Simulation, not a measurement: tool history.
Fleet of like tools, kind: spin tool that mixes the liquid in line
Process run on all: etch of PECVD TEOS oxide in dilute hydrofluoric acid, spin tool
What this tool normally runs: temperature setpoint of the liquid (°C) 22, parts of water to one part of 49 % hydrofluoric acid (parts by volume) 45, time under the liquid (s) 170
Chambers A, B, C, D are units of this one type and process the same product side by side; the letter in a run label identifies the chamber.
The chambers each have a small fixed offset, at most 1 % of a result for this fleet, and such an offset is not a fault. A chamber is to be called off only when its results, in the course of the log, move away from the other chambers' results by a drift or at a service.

| run | day | temperature setpoint of the liquid (°C) | parts of water to one part of 49 % hydrofluoric acid (parts by volume) | time under the liquid (s) | read-back film thickness of the PECVD TEOS oxide reference wafer, read on the same gauge (nm) | thickness taken off the PECVD TEOS oxide on a monitor wafer (nm) |
|---|---|---|---|---|---|---|
| 1C | 0.279 | 22 | 45 | 170 | 89.985 | 53.625 |
| 2B | 0.700 | 22 | 45 | 170 | 90.004 | 52.287 |
| 3D | 0.971 | 22 | 45 | 170 | 90.014 | 53.281 |
| 4A | 1.392 | 22 | 45 | 170 | 90.011 | 53.582 |
| 5A | 1.642 | 22 | 25 | 170 | 90.000 | 98.279 |
| 6B | 1.862 | 22 | 25 | 170 | 90.051 | 97.841 |
| 7D | 2.312 | 22 | 25 | 170 | 90.024 | 100.460 |
| 8C | 2.796 | 22 | 25 | 170 | 89.983 | 97.777 |
| 9C | 3.050 | 20 | 45 | 170 | 89.990 | 48.827 |
| 10D | 3.321 | 20 | 45 | 170 | 90.026 | 49.000 |
| 11A | 3.571 | 20 | 45 | 170 | 90.006 | 48.963 |
| 12B | 4.050 | 20 | 45 | 170 | 90.041 | 48.408 |
| 13D | 4.462 | 22 | 45 | 170 | 90.027 | 53.581 |
| 14C | 4.925 | 22 | 45 | 170 | 89.981 | 53.052 |
| 15A | 5.221 | 22 | 45 | 170 | 89.982 | 53.861 |
|  | 5.446 | chamber B: hydrofluoric acid flow meter replaced |
| 16B | 5.533 | 22 | 45 | 170 | 89.981 | 52.735 |
| 17D | 6.004 | 22 | 45 | 270 | 90.017 | 85.812 |
|  | 6.075 | chamber A: thermometer replaced |
| 18B | 6.375 | 22 | 45 | 270 | 90.013 | 83.725 |
| 19C | 6.804 | 22 | 45 | 270 | 89.995 | 83.896 |
| 20A | 7.150 | 22 | 45 | 270 | 90.006 | 85.032 |
| 21C | 7.583 | 25 | 45 | 105 | 90.038 | 37.334 |
| 22D | 7.850 | 25 | 45 | 105 | 90.006 | 37.490 |
| 23A | 8.108 | 25 | 45 | 105 | 89.965 | 37.502 |
| 24B | 8.592 | 25 | 45 | 105 | 89.981 | 37.158 |
| 25C | 9.067 | 22 | 45 | 170 | 89.954 | 53.174 |
| 26D | 9.379 | 22 | 45 | 170 | 90.008 | 53.580 |
| 27B | 9.679 | 22 | 45 | 100 | 90.048 | 31.035 |
| 28A | 10.100 | 22 | 45 | 100 | 90.021 | 31.296 |
|  | 10.162 | chamber D: hydrofluoric acid flow meter replaced |
| 29B | 10.412 | 22 | 45 | 100 | 90.022 | 31.029 |
| 30C | 10.692 | 22 | 45 | 100 | 90.017 | 31.545 |
| 31D | 10.975 | 22 | 45 | 170 | 89.977 | 53.604 |
| 32A | 11.329 | 22 | 45 | 170 | 90.003 | 52.571 |
| 33D | 11.779 | 22 | 45 | 170 | 89.956 | 53.567 |
| 34A | 12.067 | 22 | 45 | 170 | 89.945 | 53.806 |
| 35C | 12.296 | 22 | 45 | 170 | 89.970 | 53.078 |
| 36B | 12.692 | 22 | 45 | 170 | 90.016 | 52.627 |
| 37A | 13.104 | 22 | 45 | 170 | 90.042 | 53.565 |
| 38B | 13.400 | 22 | 45 | 170 | 89.998 | 53.167 |
| 39D | 13.762 | 22 | 45 | 170 | 90.009 | 53.058 |
| 40C | 14.121 | 22 | 45 | 170 | 89.986 | 52.787 |
| 41D | 14.504 | 22 | 45 | 170 | 90.042 | 53.114 |
| 42C | 14.883 | 22 | 30 | 170 | 89.966 | 81.083 |
| 43B | 15.204 | 22 | 30 | 170 | 90.022 | 80.528 |
| 44A | 15.579 | 22 | 30 | 170 | 89.966 | 81.527 |

All 4 chambers run these settings next. Forecast each chamber's results:
| 45A | 15.925 | 22 | 55 | 170 |  | ? |
| 45B | 15.925 | 22 | 55 | 170 |  | ? |
| 45C | 15.925 | 22 | 55 | 170 |  | ? |
| 45D | 15.925 | 22 | 55 | 170 |  | ? |

| run | thickness taken off the PECVD TEOS oxide on a monitor wafer (nm) |
|---|---|
| 45A | 43.014 |
| 45B | 42.706 |
| 45C | 43.283 |
| 45D | 42.933 |
